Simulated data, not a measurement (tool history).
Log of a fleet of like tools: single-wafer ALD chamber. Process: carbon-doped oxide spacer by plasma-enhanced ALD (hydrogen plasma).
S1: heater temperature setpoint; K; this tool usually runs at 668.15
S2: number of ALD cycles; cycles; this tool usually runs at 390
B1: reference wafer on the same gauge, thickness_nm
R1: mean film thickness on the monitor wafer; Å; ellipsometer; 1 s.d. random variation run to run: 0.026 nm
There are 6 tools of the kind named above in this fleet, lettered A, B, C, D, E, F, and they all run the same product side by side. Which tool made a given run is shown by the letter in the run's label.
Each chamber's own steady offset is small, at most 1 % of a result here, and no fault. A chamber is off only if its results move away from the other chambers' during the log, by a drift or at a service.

{"run": "1B", "day": 0.271, "S1": 668.15, "S2": 390, "B1": 17.8, "R1": 196.61}
{"run": "2E", "day": 0.496, "S1": 668.15, "S2": 390, "B1": 17.793, "R1": 196.02}
{"run": "3C", "day": 0.929, "S1": 668.15, "S2": 390, "B1": 17.791, "R1": 196.21}
{"run": "4A", "day": 1.125, "S1": 668.15, "S2": 390, "B1": 17.789, "R1": 193.91}
{"run": "5D", "day": 1.412, "S1": 668.15, "S2": 390, "B1": 17.79, "R1": 194.02}
{"run": "6F", "day": 1.8, "S1": 668.15, "S2": 390, "B1": 17.783, "R1": 196.14}
{"run": "7F", "day": 2.021, "S1": 663.15, "S2": 357, "B1": 17.787, "R1": 179.38}
{"run": "8B", "day": 2.404, "S1": 663.15, "S2": 357, "B1": 17.779, "R1": 179.61}
{"run": "9A", "day": 2.654, "S1": 663.15, "S2": 357, "B1": 17.775, "R1": 177.32}
{"run": "10C", "day": 3.021, "S1": 663.15, "S2": 357, "B1": 17.772, "R1": 178.82}
{"run": "11E", "day": 3.425, "S1": 663.15, "S2": 357, "B1": 17.774, "R1": 179.51}
{"run": "12D", "day": 3.721, "S1": 663.15, "S2": 357, "B1": 17.776, "R1": 177.0}
{"run": "13E", "day": 3.967, "S1": 668.15, "S2": 390, "B1": 17.773, "R1": 195.79}
{"day": 4.117, "done": "chamber F: thermocouple changed; heater temperature recalibrated"}
{"run": "14F", "day": 4.342, "S1": 668.15, "S2": 390, "B1": 17.76, "R1": 195.69}
{"run": "15A", "day": 4.646, "S1": 660.15, "S2": 390, "B1": 17.766, "R1": 193.42}
{"run": "16D", "day": 4.896, "S1": 660.15, "S2": 390, "B1": 17.766, "R1": 193.62}
{"run": "17B", "day": 5.317, "S1": 660.15, "S2": 390, "B1": 17.762, "R1": 196.34}
{"run": "18C", "day": 5.704, "S1": 660.15, "S2": 390, "B1": 17.75, "R1": 194.76}
{"run": "19B", "day": 6.075, "S1": 660.15, "S2": 390, "B1": 17.753, "R1": 196.04}
{"run": "20D", "day": 6.321, "S1": 660.15, "S2": 390, "B1": 17.747, "R1": 193.33}
{"run": "21F", "day": 6.683, "S1": 668.15, "S2": 390, "B1": 17.751, "R1": 195.21}
{"run": "22C", "day": 7.021, "S1": 668.15, "S2": 390, "B1": 17.745, "R1": 194.88}
{"run": "23A", "day": 7.262, "S1": 668.15, "S2": 390, "B1": 17.746, "R1": 193.79}
{"run": "24E", "day": 7.479, "S1": 668.15, "S2": 390, "B1": 17.744, "R1": 195.52}
{"run": "25C", "day": 7.858, "S1": 668.15, "S2": 390, "B1": 17.741, "R1": 194.89}
{"run": "26B", "day": 8.233, "S1": 668.15, "S2": 390, "B1": 17.736, "R1": 195.69}
{"run": "27D", "day": 8.492, "S1": 668.15, "S2": 390, "B1": 17.736, "R1": 192.82}
{"run": "28F", "day": 8.929, "S1": 668.15, "S2": 390, "B1": 17.728, "R1": 195.07}
{"run": "29E", "day": 9.154, "S1": 668.15, "S2": 390, "B1": 17.729, "R1": 194.87}
{"run": "30A", "day": 9.55, "S1": 680.15, "S2": 319, "B1": 17.734, "R1": 154.96}
{"run": "31D", "day": 9.825, "S1": 680.15, "S2": 319, "B1": 17.728, "R1": 154.52}
{"run": "32E", "day": 10.088, "S1": 680.15, "S2": 319, "B1": 17.728, "R1": 153.99}
{"run": "33A", "day": 10.292, "S1": 680.15, "S2": 319, "B1": 17.718, "R1": 154.85}
{"run": "34C", "day": 10.646, "S1": 680.15, "S2": 319, "B1": 17.72, "R1": 155.99}
{"run": "35B", "day": 10.946, "S1": 680.15, "S2": 319, "B1": 17.713, "R1": 153.74}
{"run": "36F", "day": 11.2, "S1": 668.15, "S2": 452, "B1": 17.71, "R1": 225.89}
{"run": "37C", "day": 11.562, "S1": 668.15, "S2": 452, "B1": 17.712, "R1": 225.26}
{"run": "38D", "day": 11.925, "S1": 668.15, "S2": 452, "B1": 17.714, "R1": 223.39}
{"run": "39F", "day": 12.35, "S1": 668.15, "S2": 452, "B1": 17.709, "R1": 226.28}
{"run": "40B", "day": 12.712, "S1": 668.15, "S2": 452, "B1": 17.701, "R1": 226.04}

Does one chamber stand apart from the rest, does the shared gauge drift, or is all well apart from small per-chamber offsets? Give the chamber and the most likely cause, where there is one.

Every chamber seems to shift together because the gauge that measures them all drifts; the chambers themselves are fine.
Likeliest cause: gauge reads low (%) = 0.555.
